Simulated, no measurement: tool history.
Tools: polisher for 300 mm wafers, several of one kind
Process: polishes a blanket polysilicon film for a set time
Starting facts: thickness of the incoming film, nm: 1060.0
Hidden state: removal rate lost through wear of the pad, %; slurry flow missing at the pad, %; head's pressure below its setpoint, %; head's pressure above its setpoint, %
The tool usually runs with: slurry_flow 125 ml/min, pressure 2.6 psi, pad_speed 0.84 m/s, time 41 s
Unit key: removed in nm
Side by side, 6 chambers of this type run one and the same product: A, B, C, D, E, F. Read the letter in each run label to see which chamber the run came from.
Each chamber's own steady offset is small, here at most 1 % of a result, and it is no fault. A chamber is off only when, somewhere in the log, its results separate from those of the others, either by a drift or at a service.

run   hour  slurry_flow  pressure  pad_speed  time  wafers polished on this pad  hours since the slurry nozzle was cleaned  hours since the head pressure was calibrated  removed
       1.0  -- chamber A: worn pad replaced by a new one
 1C    9.4          125       2.6       0.84    41                          432                                      206.2                                         820.7   219.84
      14.4  -- chamber F: worn pad replaced by a new one
 2A   18.0          125       2.6       0.84    41                          180                                      654.3                                         230.2   221.10
      21.5  -- chamber D: worn pad replaced by a new one
 3B   23.1          125       2.6       0.84    41                          647                                      720.5                                         313.4   222.14
 4E   30.4          125       2.6       0.84    41                         1442                                      255.8                                          93.3   220.31
      34.0  -- chamber E: worn pad replaced by a new one
 5D   35.9          125       2.6       0.84    41                          152                                      114.6                                         249.2   222.78
      38.3  -- chamber C: worn pad replaced by a new one
      40.4  -- chamber E: slurry nozzle cleaned
 6F   40.4          150       3.3       0.84    41                          276                                      243.8                                         206.0   292.22
 7E   45.9          150       3.3       0.84    41                          126                                        5.5                                         108.8   290.18
 8C   54.4          150       3.3       0.84    41                          170                                      251.2                                         865.7   290.09
 9B   63.9          150       3.3       0.84    41                         1080                                      761.3                                         354.2   289.73
      66.4  -- chamber A: worn pad replaced by a new one
10F   69.4          150       3.3       0.84    41                          584                                      272.8                                         235.0   291.56
      75.1  -- chamber F: worn pad replaced by a new one
11D   75.8          150       3.3       0.84    41                          576                                      154.5                                         289.1   293.08
12A   83.7          125       2.6       0.84    41                          183                                      720.0                                         295.9   220.69
13F   89.0          125       2.6       0.84    41                          148                                      292.4                                         254.6   221.93
      89.6  -- chamber B: worn pad replaced by a new one
14B   94.4          125       2.6       0.84    41                           51                                      791.8                                         384.7   224.52
      97.0  -- chamber C: worn pad replaced by a new one
15C   98.8          125       2.6       0.84    41                           19                                      295.6                                         910.1   220.84
      99.4  -- chamber C: head pressure recalibrated
     103.0  -- chamber D: worn pad replaced by a new one
16D  105.2          125       2.6       0.84    41                           24                                      183.9                                         318.5   222.28
     112.2  -- chamber B: slurry nozzle cleaned
17A  114.6          125       2.6       0.84    41                          511                                      750.9                                         326.8   218.29
     119.1  -- chamber D: slurry nozzle cleaned
18E  119.6          125       2.6       0.84    41                          908                                       79.2                                         182.5   218.83
19B  126.0          110       3.1       0.84    41                          387                                       13.8                                         416.3   255.65
20E  135.7          110       3.1       0.84    41                         1079                                       95.3                                         198.6   252.64
     141.1  -- chamber A: slurry nozzle cleaned
21C  141.5          110       3.1       0.84    41                          473                                      338.3                                          42.2   248.66
     145.6  -- chamber A: worn pad replaced by a new one
     145.7  -- chamber F: worn pad replaced by a new one
22F  150.1          110       3.1       0.84    41                           47                                      353.5                                         315.7   257.23
23A  158.6          110       3.1       0.84    41                          138                                       17.6                                         370.8   259.40
     158.7  -- chamber C: worn pad replaced by a new one
     162.4  -- chamber E: worn pad replaced by a new one
24D  167.9          110       3.1       0.84    41                          689                                       48.9                                         381.2   256.66
25B  175.1          125       2.6       0.84    41                          908                                       62.9                                         465.4   218.36
26D  184.9          125       2.6       0.84    41                          870                                       65.9                                         398.2   221.81
27F  191.0          125       2.6       0.84    41                          481                                      394.4                                         356.6   221.16
     194.0  -- chamber D: worn pad replaced by a new one
28A  196.7          125       2.6       0.84    41                          542                                       55.7                                         408.9   218.36
29E  204.2          125       2.6       0.84    41                          444                                      163.8                                         267.1   220.36
     206.3  -- chamber F: worn pad replaced by a new one
30C  210.9          125       2.6       0.84    41                          554                                      407.7                                         111.6   212.51
31F  218.6          125       2.6       0.84    41                          130                                      422.0                                         384.2   221.23
     222.7  -- chamber B: worn pad replaced by a new one
     224.4  -- chamber C: worn pad replaced by a new one
     225.3  -- chamber A: worn pad replaced by a new one
32E  227.8          125       2.6       0.84    41                          694                                      187.4                                         290.7   218.45
33A  237.3          125       2.6       0.84    41                          128                                       96.3                                         449.5   219.09
34D  244.4          125       2.6       0.84    41                          535                                      125.4                                         457.7   222.61
35B  248.8          125       2.6       0.84    41                          277                                      136.6                                         539.1   220.42
36C  253.1          125       2.6       0.84    41                          305                                      449.9                                         153.8   213.66
     262.2  -- chamber F: worn pad replaced by a new one
37E  262.2          125       2.6       0.84    41                         1059                                      221.8                                         325.1   220.85
38F  268.5          125       2.6       0.84    41                           67                                      471.9                                         434.1   220.43

All chambers now run identical settings, listed one chamber a line with results as question marks. What results will each chamber show?
39A  275.6          125       2.6       0.84    32                                                                                                                              ?
39B  275.6          125       2.6       0.84    32                                                                                                                              ?
39C  275.6          125       2.6       0.84    32                                                                                                                              ?
39D  275.6          125       2.6       0.84    32                                                                                                                              ?
39E  275.6          125       2.6       0.84    32                                                                                                                              ?
39F  275.6          125       2.6       0.84    32                                                                                                                              ?

run  removed
39A   170.40
39B   171.65
39C   166.84
39D   174.22
39E   169.81
39F   169.60
